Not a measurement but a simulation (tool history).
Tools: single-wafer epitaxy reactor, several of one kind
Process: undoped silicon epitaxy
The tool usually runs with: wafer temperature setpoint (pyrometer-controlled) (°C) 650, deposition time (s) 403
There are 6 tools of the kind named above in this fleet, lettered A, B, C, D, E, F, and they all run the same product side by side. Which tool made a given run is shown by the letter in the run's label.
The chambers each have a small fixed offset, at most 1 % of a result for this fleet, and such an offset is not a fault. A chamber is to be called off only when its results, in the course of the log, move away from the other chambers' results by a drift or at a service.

run,hour,wafer temperature setpoint (pyrometer-controlled) (°C),deposition time (s),hours since the last pyrometer calibration,"read-back reference wafer on the same gauge, thickness_nm",mean film thickness on the monitor wafer (angstrom)
1D,6.2,650,403,1059.1,59.816,680.68
2A,13.5,650,403,922,59.819,673.35
3B,18,650,403,613.7,59.833,672.94
4F,23.2,650,403,1277,59.842,672.3
5C,27.4,650,403,1882.3,59.843,678.24
6E,33.3,650,403,539.7,59.849,684.28
7A,41.5,664,465,950,59.831,1048.5
8E,48.9,664,465,555.3,59.887,1056.8
9C,55.3,664,465,1910.2,59.914,1055.4
10F,59.3,664,465,1313.1,59.867,1045.5
11B,63.9,664,465,659.6,59.894,1055.9
12D,70,664,465,1122.9,59.925,1059.1
13B,74,650,403,669.7,59.903,675.99
14C,81.4,650,403,1936.3,59.92,679.75
15A,86.5,650,403,995,59.932,673.88
16D,91.3,650,403,1144.2,59.933,682.97
17E,95.3,650,403,601.7,59.925,682.72
18F,99.3,650,403,1353.1,59.955,674.1
19B,104.4,650,403,700.1,59.96,674.45
20E,113.2,650,403,619.6,59.939,685.62
21A,119.7,650,403,1028.2,59.973,675.14
22C,124.5,659,347,1979.4,59.991,710.01
23D,130.6,659,347,1183.5,60.014,712.45
24F,137.5,659,347,1391.3,60,702.8
25E,142.1,659,347,648.5,60.011,715.44
26F,147.6,659,347,1401.4,60.017,701.37
27D,156.3,659,347,1209.2,60.023,713.45
28C,164.5,650,403,2019.4,60.049,681.06
29A,168.4,650,403,1076.9,60.034,677.44
30B,176.3,650,403,772,60.053,676.48
31F,184.6,650,403,1438.4,60.071,674.73
32E,193.4,650,403,699.8,60.08,685.85
33A,201.2,650,403,1109.7,60.085,677.6
34C,208.2,650,403,2063.1,60.138,681.92
35D,213.9,650,403,1266.8,60.097,684.29
36B,218,650,403,813.7,60.108,677.62
37C,222.3,650,403,2077.2,60.114,682.02
38F,226.8,650,403,1480.6,60.126,676.81
39A,233.3,650,403,1141.8,60.152,677.3
40B,238.5,650,403,834.2,60.147,677.23
41E,243.2,650,403,749.6,60.15,687.89
42D,251,650,403,1303.9,60.18,683.72

One chamber off, gauge drift, or nothing amiss beyond the chambers' own small offsets? If it is a chamber, which one, and what is the likeliest cause?

It is the gauge, not a chamber: its drift shows up in every chamber's results at once, and no chamber is off.
Cause: gauge reads high (%) = 0.623.

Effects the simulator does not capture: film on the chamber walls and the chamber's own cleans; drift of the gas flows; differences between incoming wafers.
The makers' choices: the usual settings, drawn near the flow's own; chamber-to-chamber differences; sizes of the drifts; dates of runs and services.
